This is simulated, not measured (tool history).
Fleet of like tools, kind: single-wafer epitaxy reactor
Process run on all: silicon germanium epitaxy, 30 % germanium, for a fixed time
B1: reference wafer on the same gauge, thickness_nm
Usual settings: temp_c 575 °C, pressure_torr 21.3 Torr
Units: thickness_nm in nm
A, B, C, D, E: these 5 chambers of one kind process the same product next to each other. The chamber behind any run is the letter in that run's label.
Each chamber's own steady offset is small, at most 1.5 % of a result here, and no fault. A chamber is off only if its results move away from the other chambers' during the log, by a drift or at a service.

run 1E hour=3.7 | temp_c=575 pressure_torr=21.3 | B1=40.333 | thickness_nm=38.189
run 2B hour=6.8 | temp_c=575 pressure_torr=21.3 | B1=40.295 | thickness_nm=37.731
run 3A hour=9.3 | temp_c=575 pressure_torr=21.3 | B1=40.294 | thickness_nm=37.599
run 4D hour=11.6 | temp_c=575 pressure_torr=21.3 | B1=40.291 | thickness_nm=37.597
run 5C hour=14.8 | temp_c=575 pressure_torr=21.3 | B1=40.318 | thickness_nm=38.008
run 6A hour=18.9 | temp_c=575 pressure_torr=21.3 | B1=40.303 | thickness_nm=37.944
run 7E hour=21.6 | temp_c=575 pressure_torr=21.3 | B1=40.285 | thickness_nm=38.149
run 8D hour=24.5 | temp_c=575 pressure_torr=21.3 | B1=40.316 | thickness_nm=37.632
run 9C hour=28.0 | temp_c=575 pressure_torr=21.3 | B1=40.312 | thickness_nm=38.033
run 10B hour=31.5 | temp_c=575 pressure_torr=21.3 | B1=40.271 | thickness_nm=37.654
-- hour=33.9 chamber D: capacitance manometer re-zeroed and calibrated
run 11A hour=34.1 | temp_c=575 pressure_torr=21.3 | B1=40.301 | thickness_nm=37.920
run 12E hour=37.0 | temp_c=575 pressure_torr=21.3 | B1=40.302 | thickness_nm=38.066
run 13B hour=40.8 | temp_c=575 pressure_torr=21.3 | B1=40.303 | thickness_nm=37.746
run 14D hour=44.9 | temp_c=575 pressure_torr=21.3 | B1=40.324 | thickness_nm=37.655
run 15C hour=48.0 | temp_c=575 pressure_torr=21.3 | B1=40.289 | thickness_nm=38.308
run 16D hour=50.4 | temp_c=575 pressure_torr=21.3 | B1=40.303 | thickness_nm=37.599
-- hour=54.2 chamber E: pyrometer calibrated
run 17B hour=54.5 | temp_c=575 pressure_torr=21.3 | B1=40.324 | thickness_nm=37.940
run 18E hour=57.1 | temp_c=575 pressure_torr=21.3 | B1=40.288 | thickness_nm=38.072
run 19A hour=61.2 | temp_c=575 pressure_torr=21.3 | B1=40.306 | thickness_nm=37.943
run 20C hour=63.5 | temp_c=575 pressure_torr=21.3 | B1=40.313 | thickness_nm=38.677
run 21A hour=66.7 | temp_c=588 pressure_torr=21.3 | B1=40.280 | thickness_nm=48.484
run 22C hour=69.0 | temp_c=588 pressure_torr=21.3 | B1=40.328 | thickness_nm=49.542
run 23B hour=71.5 | temp_c=588 pressure_torr=21.3 | B1=40.296 | thickness_nm=48.127
run 24E hour=74.9 | temp_c=588 pressure_torr=21.3 | B1=40.315 | thickness_nm=49.014
run 25D hour=78.5 | temp_c=588 pressure_torr=21.3 | B1=40.291 | thickness_nm=48.369
run 26A hour=81.5 | temp_c=575 pressure_torr=21.3 | B1=40.267 | thickness_nm=38.033
run 27D hour=85.7 | temp_c=575 pressure_torr=21.3 | B1=40.294 | thickness_nm=37.815
run 28B hour=88.5 | temp_c=581 pressure_torr=18.0 | B1=40.323 | thickness_nm=39.757
run 29E hour=93.1 | temp_c=581 pressure_torr=18.0 | B1=40.301 | thickness_nm=39.843
run 30C hour=97.7 | temp_c=581 pressure_torr=18.0 | B1=40.336 | thickness_nm=41.059
run 31C hour=100.6 | temp_c=581 pressure_torr=18.0 | B1=40.351 | thickness_nm=41.229
run 32E hour=103.1 | temp_c=581 pressure_torr=18.0 | B1=40.325 | thickness_nm=39.956
run 33A hour=107.8 | temp_c=575 pressure_torr=21.3 | B1=40.324 | thickness_nm=38.054
run 34D hour=112.1 | temp_c=575 pressure_torr=21.3 | B1=40.267 | thickness_nm=37.605
run 35B hour=114.4 | temp_c=575 pressure_torr=21.3 | B1=40.325 | thickness_nm=37.666
run 36A hour=117.9 | temp_c=575 pressure_torr=21.3 | B1=40.309 | thickness_nm=37.945
run 37C hour=121.8 | temp_c=575 pressure_torr=21.3 | B1=40.287 | thickness_nm=39.557
run 38D hour=124.3 | temp_c=575 pressure_torr=21.3 | B1=40.254 | thickness_nm=37.521
run 39B hour=128.4 | temp_c=575 pressure_torr=21.3 | B1=40.296 | thickness_nm=37.509
run 40E hour=130.8 | temp_c=575 pressure_torr=21.3 | B1=40.305 | thickness_nm=38.176
run 41D hour=135.3 | temp_c=575 pressure_torr=21.3 | B1=40.294 | thickness_nm=37.742
run 42B hour=137.7 | temp_c=575 pressure_torr=21.3 | B1=40.309 | thickness_nm=37.755
run 43C hour=140.0 | temp_c=575 pressure_torr=21.3 | B1=40.289 | thickness_nm=40.005
run 44A hour=143.8 | temp_c=575 pressure_torr=21.3 | B1=40.312 | thickness_nm=37.727

Does one chamber stand apart from the rest, does the shared gauge drift, or is all well apart from small per-chamber offsets? Give the chamber and the most likely cause, where there is one.

It is chamber C that slowly wanders off from its peers.
Most likely cause: wafer temperature above the value expected at the setpoint (K) = 2.51.

Which of the 4 candidates below, each the usual settings with something changed and its results left as question marks, puts chamber C back in line with what the other chambers give on the usual settings?
In line here means within this much of the mean the other chambers give on the usual settings: thickness_nm 0.450 nm
run 45C-1 hour=147.1 | temp_c=575 pressure_torr=24.4 | thickness_nm=?
run 45C-2 hour=147.1 | temp_c=576 pressure_torr=21.5 | thickness_nm=?
run 45C-3 hour=147.1 | temp_c=575 pressure_torr=19.9 | thickness_nm=?
run 45C-4 hour=147.1 | temp_c=572 pressure_torr=21.3 | thickness_nm=?

On the usual settings, the other chambers give on average: thickness_nm 37.781 nm
run=45C-1 thickness_nm=42.209
run=45C-2 thickness_nm=40.897
run=45C-3 thickness_nm=38.884
run=45C-4 thickness_nm=37.702
The right change is 45C-4: it brings the chamber back within the allowed miss of the others.
